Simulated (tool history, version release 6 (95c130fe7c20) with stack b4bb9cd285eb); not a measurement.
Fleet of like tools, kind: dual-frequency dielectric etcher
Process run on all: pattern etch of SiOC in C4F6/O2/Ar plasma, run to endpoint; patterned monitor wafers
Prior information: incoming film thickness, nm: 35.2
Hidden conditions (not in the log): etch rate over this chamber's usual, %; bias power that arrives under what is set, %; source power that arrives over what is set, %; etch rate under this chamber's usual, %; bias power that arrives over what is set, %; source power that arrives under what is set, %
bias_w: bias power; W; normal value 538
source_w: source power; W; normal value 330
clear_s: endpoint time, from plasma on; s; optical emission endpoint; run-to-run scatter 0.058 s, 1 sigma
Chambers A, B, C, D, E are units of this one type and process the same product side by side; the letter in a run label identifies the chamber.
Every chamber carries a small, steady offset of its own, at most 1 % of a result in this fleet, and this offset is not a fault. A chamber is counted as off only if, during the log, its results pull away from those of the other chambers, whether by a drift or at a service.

run   hour  bias_w  source_w  hours since the last wet clean  hours since the last bias power generator calibration  hours since the last source power generator calibration  clear_s
 1A    5.6     538       330                           219.7                                                   1489                                                    955.4   12.445
 2C    9.9     538       330                           249.1                                                 1420.7                                                     2405    12.31
 3E     14     538       330                           293.7                                                 3118.1                                                      649    12.57
 4D   20.5     538       330                           459.3                                                 2826.9                                                   1375.9    12.32
 5B   25.4     538       330                              54                                                  319.4                                                   1381.4   12.376
      29.1  -- chamber D: wet clean of the chamber
 6E     30     631       350                           309.7                                                 3134.1                                                      665   11.517
 7A     36     631       350                           250.1                                                 1519.4                                                    985.8   11.499
 8B   41.9     631       350                            70.5                                                  335.9                                                   1397.9   11.273
 9C   45.5     631       350                           284.7                                                 1456.3                                                   2440.6   11.365
10D   49.2     631       350                            20.1                                                 2855.6                                                   1404.6    11.33
11C   54.3     538       330                           293.5                                                 1465.1                                                   2449.4   12.433
12A   60.7     538       330                           274.8                                                 1544.1                                                   1010.5   12.273
13B   67.2     538       330                            95.8                                                  361.2                                                   1423.2   12.485
14D   71.1     538       330                              42                                                 2877.5                                                   1426.5   12.314
15E   76.1     538       330                           355.8                                                 3180.2                                                    711.1   12.356
16E   79.4     538       330                           359.1                                                 3183.5                                                    714.4   12.401
17B   84.4     538       330                             113                                                  378.4                                                   1440.4   12.414
18C   88.3     538       330                           327.5                                                 1499.1                                                   2483.4   12.291
19D   92.8     538       330                            63.7                                                 2899.2                                                   1448.2   12.332
20A     97     538       330                           311.1                                                 1580.4                                                   1046.8   12.454
21C  102.3     596       330                           341.5                                                 1513.1                                                   2497.4   11.937
22E  106.8     596       330                           386.5                                                 3210.9                                                    741.8   11.974
23B  111.5     596       330                           140.1                                                  405.5                                                   1467.5   11.898
24A  117.2     596       330                           331.3                                                 1600.6                                                     1067    11.96
     118.6  -- chamber A: wet clean of the chamber
25D  122.9     596       330                            93.8                                                 2929.3                                                   1478.3   11.865
26C  127.1     487       360                           366.3                                                 1537.9                                                   2522.2   12.424
27D  131.9     487       360                           102.8                                                 2938.3                                                   1487.3    12.48
28E  138.8     487       360                           418.5                                                 3242.9                                                    773.8   12.554
29B  143.4     487       360                             172                                                  437.4                                                   1499.4   12.529
30A  149.8     487       360                            31.3                                                 1633.2                                                   1099.6   12.585
31A  154.2     538       330                            35.7                                                 1637.6                                                     1104   12.358

Is one chamber off against the others, does the gauge drift, or is nothing wrong? If a chamber is off, say which, and what the likeliest cause is.

All chambers stay in line apart from their small fixed offsets, and the gauge does not drift.
